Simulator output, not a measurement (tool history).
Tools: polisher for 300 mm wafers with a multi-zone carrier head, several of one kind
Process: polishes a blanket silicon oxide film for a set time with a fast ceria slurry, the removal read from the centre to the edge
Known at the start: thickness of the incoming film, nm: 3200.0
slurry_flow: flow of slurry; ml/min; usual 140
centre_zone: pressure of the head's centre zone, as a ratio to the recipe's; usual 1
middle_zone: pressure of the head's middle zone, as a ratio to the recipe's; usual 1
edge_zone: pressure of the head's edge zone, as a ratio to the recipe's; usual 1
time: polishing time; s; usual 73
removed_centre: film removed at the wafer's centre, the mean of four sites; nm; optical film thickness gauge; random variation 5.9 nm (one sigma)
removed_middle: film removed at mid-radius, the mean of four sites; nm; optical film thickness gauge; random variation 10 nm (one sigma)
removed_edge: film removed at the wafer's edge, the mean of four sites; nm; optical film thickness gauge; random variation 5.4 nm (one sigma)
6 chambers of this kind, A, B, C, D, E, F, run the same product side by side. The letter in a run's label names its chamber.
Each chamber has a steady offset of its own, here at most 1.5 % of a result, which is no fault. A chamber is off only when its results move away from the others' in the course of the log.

run	hour	slurry_flow	centre_zone	middle_zone	edge_zone	time	removed_centre	removed_middle	removed_edge
1B	6.8	140	1	1	1	73	728.13	751.79	735.16
# hour 10: chamber A: worn pad replaced by a new one
2D	14.3	140	1	1	1	73	730.67	729.99	736.24
# hour 20.7: chamber E: edge zone pressure recalibrated
3C	28	140	1	1	1	73	738.68	748.29	736.59
# hour 28.9: chamber F: worn pad replaced by a new one
4A	41.8	140	1	1	1	73	737.6	738.16	722.13
# hour 46.5: chamber E: worn pad replaced by a new one
5F	49.7	110	1	1	1	73	679.11	712.03	712.23
# hour 51.1: chamber C: worn pad replaced by a new one
6E	59.6	110	1	1	1	73	685.77	684.47	706.7
# hour 60.1: chamber E: slurry nozzle cleaned
# hour 65.6: chamber D: worn pad replaced by a new one
7D	72.1	110	1	1	1	73	684.61	679.53	711.73
# hour 73: chamber F: slurry nozzle cleaned
# hour 77.6: chamber B: worn pad replaced by a new one
8E	81.3	110	1	1	1	73	689.44	691.54	713.86
# hour 84.3: chamber C: edge zone pressure recalibrated
9A	91.9	110	1	1	1	73	701.02	695.78	701.96
# hour 92.7: chamber A: worn pad replaced by a new one
10B	102.8	110	1	1	1	73	684.55	685.62	703.34
11F	116.5	140	1	1	1	73	727.05	745.87	732.83
# hour 122.8: chamber B: centre zone pressure recalibrated
12C	124.4	140	0.96	1	1	73	705.5	750.92	732.33
# hour 127.2: chamber F: worn pad replaced by a new one
# hour 130.6: chamber C: worn pad replaced by a new one
13E	137.4	140	0.96	1	1	73	704.1	722.67	744.16
14C	144.5	140	0.96	1	1	73	702.8	753.02	735.94
15D	154.6	140	0.96	1	1	73	697.29	716.28	733.35
16B	161.1	140	0.96	1	1	73	694.63	745.73	717.75
17F	172.4	140	0.96	1	1	73	708.77	760.12	736.56
# hour 182.9: chamber D: worn pad replaced by a new one
18A	184.4	140	1	1	1	73	734.78	720.69	730.19
# hour 185.2: chamber A: worn pad replaced by a new one
19B	194.6	140	1	1	1	73	731.69	726.83	731.64
20D	204.2	140	1	1	1	73	730.01	721.05	738
# hour 204.3: chamber F: worn pad replaced by a new one
# hour 209.7: chamber D: slurry nozzle cleaned
# hour 212.9: chamber C: worn pad replaced by a new one
21E	218.4	140	1	1	1	73	732.87	736.89	745.72
22A	231.6	140	1	1	1	73	725.66	749.09	728.12
# hour 234.1: chamber E: worn pad replaced by a new one
23F	243	175	1	1.07	1	73	755.35	822.41	765.5
# hour 252.3: chamber B: edge zone pressure recalibrated
24C	257.3	175	1	1.07	1	73	761.46	824.97	751.92
# hour 259.2: chamber B: worn pad replaced by a new one
25B	264.9	175	1	1.07	1	73	756.6	811.46	749.54
# hour 269.4: chamber F: slurry nozzle cleaned
26C	275.8	175	1	1.07	1	73	771.47	817.34	753.44
27F	283.1	175	1	1.07	1	73	767.01	829.09	748.83
# hour 286.2: chamber A: worn pad replaced by a new one
# hour 289.1: chamber F: worn pad replaced by a new one
28D	291.2	175	1	1.07	1	73	767.26	803.09	760.14
# hour 296.4: chamber E: slurry nozzle cleaned
# hour 299.1: chamber C: worn pad replaced by a new one
29A	302.6	140	1	1	1	73	740.17	748.38	727.78
# hour 304: chamber D: worn pad replaced by a new one
30E	316.2	140	1	1	1	73	739.73	745.65	737.43
# hour 322.7: chamber F: centre zone pressure recalibrated
# hour 327: chamber A: slurry nozzle cleaned
31C	327.6	140	1	1	1	73	729.57	741.29	731.54
# hour 334.2: chamber C: slurry nozzle cleaned
32F	335	140	1	1	1	73	728.33	733.87	731.24
# hour 337: chamber E: edge zone pressure recalibrated
33A	344.6	140	1	1	1	73	741.51	744.97	732.25
34E	351	120	0.91	1	1	73	629.7	705.52	728.34
35B	361.1	120	0.91	1	1	73	626.48	703.37	705.52
36D	372.3	120	0.91	1	1	73	631.53	716.52	718.17
# hour 372.7: chamber F: worn pad replaced by a new one
# hour 375.8: chamber A: worn pad replaced by a new one
37D	379.3	120	0.91	1	1	73	634.39	715.27	728.94
38C	386.8	120	0.91	1	1	73	638.77	721.23	712.49
# hour 388.7: chamber C: worn pad replaced by a new one
# hour 394.4: chamber E: worn pad replaced by a new one
39E	398.3	120	0.91	1	1	73	646.52	727.04	725.97
40B	408.9	140	1	1	1	73	719.26	728.95	727.89
# hour 414: chamber E: centre zone pressure recalibrated
41F	416.1	140	1	1	1	73	731.25	755.17	738.19
42A	429.2	170	1	0.96	1	73	771.9	719.05	750.72
43E	438.4	170	1	0.96	1	73	767.13	740.29	753.37
44C	445.4	170	1	0.96	1	73	768.32	728.8	761.85

Next, every chamber runs the same settings. What will each give?
45A	456	140	1	1	1	58	?	?	?
45B	456	140	1	1	1	58	?	?	?
45C	456	140	1	1	1	58	?	?	?
45D	456	140	1	1	1	58	?	?	?
45E	456	140	1	1	1	58	?	?	?
45F	456	140	1	1	1	58	?	?	?

run	removed_centre	removed_middle	removed_edge
45A	587.12	588.6	577.62
45B	574.47	593.75	577.21
45C	590.18	592.96	585.61
45D	576.65	579.84	597.12
45E	588.46	577.19	591
45F	580.04	586.63	582.86
